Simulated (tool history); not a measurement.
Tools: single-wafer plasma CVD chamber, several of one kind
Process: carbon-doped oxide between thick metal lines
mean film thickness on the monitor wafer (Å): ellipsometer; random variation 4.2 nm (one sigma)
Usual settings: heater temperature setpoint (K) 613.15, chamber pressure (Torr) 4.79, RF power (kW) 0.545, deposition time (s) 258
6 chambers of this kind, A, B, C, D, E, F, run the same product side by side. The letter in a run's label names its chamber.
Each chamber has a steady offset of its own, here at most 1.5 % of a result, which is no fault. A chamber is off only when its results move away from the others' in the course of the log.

| run | day | heater temperature setpoint (K) | chamber pressure (Torr) | RF power (kW) | deposition time (s) | read-back reference wafer on the same gauge, thickness_nm | mean film thickness on the monitor wafer (Å) |
|---|---|---|---|---|---|---|---|
| 1C | 0.196 | 613.15 | 4.79 | 0.545 | 258 | 1179.6 | 13997 |
| 2D | 0.483 | 613.15 | 4.79 | 0.545 | 258 | 1179.9 | 13714 |
| 3A | 0.621 | 613.15 | 4.79 | 0.545 | 258 | 1179.9 | 14078 |
| 4E | 0.758 | 613.15 | 4.79 | 0.545 | 258 | 1180.2 | 14027 |
| 5B | 0.971 | 613.15 | 4.79 | 0.545 | 258 | 1179.5 | 14121 |
| 6F | 1.171 | 613.15 | 4.79 | 0.545 | 258 | 1179.5 | 13938 |
| 7D | 1.462 | 613.15 | 4.79 | 0.545 | 258 | 1181.2 | 13829 |
| 8C | 1.762 | 613.15 | 4.79 | 0.545 | 258 | 1180 | 13968 |
| 9E | 1.929 | 613.15 | 4.79 | 0.545 | 258 | 1179.6 | 14034 |
| 10B | 2.117 | 613.15 | 4.79 | 0.545 | 258 | 1180.3 | 14070 |
| 11A | 2.288 | 613.15 | 4.79 | 0.545 | 258 | 1180.3 | 14122 |
| 12F | 2.567 | 613.15 | 4.79 | 0.545 | 258 | 1181 | 13903 |
| 13D | 2.862 | 613.15 | 4.79 | 0.545 | 258 | 1180.4 | 13887 |
| 14B | 3.054 | 613.15 | 4.79 | 0.545 | 258 | 1180.2 | 14138 |
| 15C | 3.208 | 613.15 | 4.79 | 0.545 | 258 | 1180.7 | 13943 |
| 16F | 3.425 | 613.15 | 4.79 | 0.545 | 258 | 1180.8 | 13966 |
| 17A | 3.65 | 613.15 | 4.79 | 0.545 | 258 | 1180.6 | 14056 |
| 18E | 3.875 | 613.15 | 4.79 | 0.545 | 258 | 1179.6 | 14085 |
| 19F | 4.104 | 613.15 | 4.79 | 0.545 | 258 | 1180.4 | 13916 |
| 20B | 4.304 | 613.15 | 4.79 | 0.585 | 258 | 1181.1 | 14662 |
| 21A | 4.496 | 613.15 | 4.79 | 0.585 | 258 | 1179.6 | 14716 |
| 22C | 4.762 | 613.15 | 4.79 | 0.585 | 258 | 1180.5 | 14558 |
| 23E | 5.021 | 613.15 | 4.79 | 0.585 | 258 | 1179.7 | 14656 |
| 24D | 5.167 | 613.15 | 4.79 | 0.585 | 258 | 1180.3 | 14214 |
| 25D | 5.433 | 613.15 | 4.79 | 0.585 | 258 | 1179 | 14199 |
| 26E | 5.658 | 613.15 | 4.79 | 0.545 | 258 | 1179.1 | 14009 |
| 27C | 5.917 | 613.15 | 4.79 | 0.545 | 258 | 1180.3 | 13980 |
| 28F | 6.217 | 613.15 | 4.79 | 0.545 | 258 | 1178.8 | 13931 |
| 29B | 6.433 | 613.15 | 4.79 | 0.545 | 305 | 1180.3 | 16659 |
| 30A | 6.604 | 613.15 | 4.79 | 0.545 | 305 | 1181.2 | 16689 |
| 31F | 6.762 | 613.15 | 4.79 | 0.545 | 305 | 1179 | 16434 |
| 32A | 7.008 | 613.15 | 4.79 | 0.545 | 305 | 1180.5 | 16718 |
| 33C | 7.242 | 613.15 | 4.79 | 0.545 | 305 | 1180.7 | 16497 |
| 34D | 7.383 | 613.15 | 4.79 | 0.545 | 305 | 1178.9 | 15966 |
| 35B | 7.642 | 613.15 | 4.79 | 0.545 | 258 | 1179.1 | 14061 |
| 36E | 7.883 | 613.15 | 4.79 | 0.545 | 258 | 1179.7 | 13978 |
| 37B | 8.129 | 613.15 | 4.79 | 0.545 | 258 | 1180.2 | 14017 |

What goes on in this fleet: one chamber off, a drifting gauge, or nothing beyond the chambers' own small offsets? Name the chamber and the cause, if any.

Chamber D drifts away from the others.
Cause: delivered RF power below the setpoint (%) = 5.02.

Here are 4 candidates for chamber D's next run, each the usual settings with a change, their results left as question marks. Which one brings its results back in line with what the others give on the usual settings?
In line means no further than this from the other chambers' mean on the usual settings: mean film thickness on the monitor wafer (Å) 150
| 38D-1 | 8.346 | 613.15 | 4.78 | 0.54 | 255 |  | ? |
| 38D-2 | 8.346 | 613.15 | 4.8 | 0.55 | 261 |  | ? |
| 38D-3 | 8.346 | 613.15 | 4.75 | 0.535 | 250 |  | ? |
| 38D-4 | 8.346 | 612.15 | 4.84 | 0.545 | 268 |  | ? |

The other chambers' mean on the usual settings: mean film thickness on the monitor wafer (Å) 14015
| run | mean film thickness on the monitor wafer (Å) |
|---|---|
| 38D-1 | 13205 |
| 38D-2 | 13672 |
| 38D-3 | 12863 |
| 38D-4 | 14021 |
38D-4 brings the chamber back in line.
